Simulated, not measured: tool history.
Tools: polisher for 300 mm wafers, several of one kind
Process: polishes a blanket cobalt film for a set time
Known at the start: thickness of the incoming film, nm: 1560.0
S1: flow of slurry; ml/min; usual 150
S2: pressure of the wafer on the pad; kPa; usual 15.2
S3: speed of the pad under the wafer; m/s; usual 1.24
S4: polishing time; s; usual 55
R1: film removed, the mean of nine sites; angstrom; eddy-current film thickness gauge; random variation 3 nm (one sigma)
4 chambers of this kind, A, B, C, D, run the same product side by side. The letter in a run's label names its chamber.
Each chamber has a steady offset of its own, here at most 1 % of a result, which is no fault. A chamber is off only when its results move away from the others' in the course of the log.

run	hour	S1	S2	S3	S4	R1
# hour 1.9: chamber A: worn pad replaced by a new one
1B	2.8	150	15.2	1.24	55	3304.7
2D	7.0	150	15.2	1.24	55	3280.1
3A	10.7	150	15.2	1.24	55	3262.7
4C	14.3	150	15.2	1.24	55	3309.5
5B	17.0	150	15.2	1.24	55	3265.7
6A	19.1	150	15.2	1.24	55	3220.9
# hour 22.2: chamber D: worn pad replaced by a new one
7D	22.6	150	15.2	1.24	55	3286.6
8C	26.7	150	15.2	1.24	55	3304.1
9C	30.8	105	17.2	1.24	55	3461.3
10A	34.4	105	17.2	1.24	55	3421.5
11B	36.7	105	17.2	1.24	55	3471.9
# hour 38.7: chamber A: head pressure recalibrated
12D	39.6	105	17.2	1.24	55	3520.0
13B	42.3	150	15.2	1.24	55	3294.1
# hour 45.7: chamber A: worn pad replaced by a new one
14A	45.8	150	15.2	1.24	55	3057.8
15D	49.9	150	15.2	1.24	55	3260.8
16C	52.2	150	15.2	1.24	38	2318.3
17B	56.5	150	15.2	1.24	38	2266.2
# hour 59.3: chamber B: head pressure recalibrated
18A	59.3	150	15.2	1.24	38	2105.1
19C	63.0	150	15.2	1.24	38	2242.9
20D	66.4	150	15.2	1.24	55	3326.7
# hour 69.3: chamber C: worn pad replaced by a new one
21A	70.9	150	15.2	1.24	55	3045.9
# hour 72.2: chamber B: slurry nozzle cleaned
22B	75.6	150	15.2	1.24	55	3293.2
# hour 76.8: chamber B: worn pad replaced by a new one
23C	79.7	150	15.2	1.24	55	3329.4
24D	82.9	150	15.2	1.24	55	3239.6
25C	87.2	150	15.2	1.24	55	3293.0
26B	91.5	150	20.0	1.24	55	4336.2
27D	94.8	150	20.0	1.24	55	4299.6
# hour 97.9: chamber A: worn pad replaced by a new one
28A	99.2	150	20.0	1.24	55	4032.2
29C	101.7	150	20.0	1.24	55	4405.3
30A	106.2	150	15.2	1.24	55	3061.4

Is one chamber off against the others, does the gauge drift, or is nothing wrong? If a chamber is off, say which, and what the likeliest cause is.

A service left chamber A off against the others.
Cause: head's pressure below its setpoint, % = 6.47.

Here are 4 candidates for chamber A's next run, each the usual settings with a change, their results left as question marks. Which one brings its results back in line with what the others give on the usual settings?
In line means no further than this from the other chambers' mean on the usual settings: R1 100.0 angstrom
31A-1	109.6	150	15.2	1.22	55	?
31A-2	109.6	150	15.2	1.24	56	?
31A-3	109.6	150	15.2	1.16	55	?
31A-4	109.6	150	15.9	1.26	56	?

The other chambers' mean on the usual settings: R1 3284.0 angstrom
run	R1
31A-1	3010.8
31A-2	3115.1
31A-3	2864.7
31A-4	3306.4
31A-4 brings the chamber back in line.

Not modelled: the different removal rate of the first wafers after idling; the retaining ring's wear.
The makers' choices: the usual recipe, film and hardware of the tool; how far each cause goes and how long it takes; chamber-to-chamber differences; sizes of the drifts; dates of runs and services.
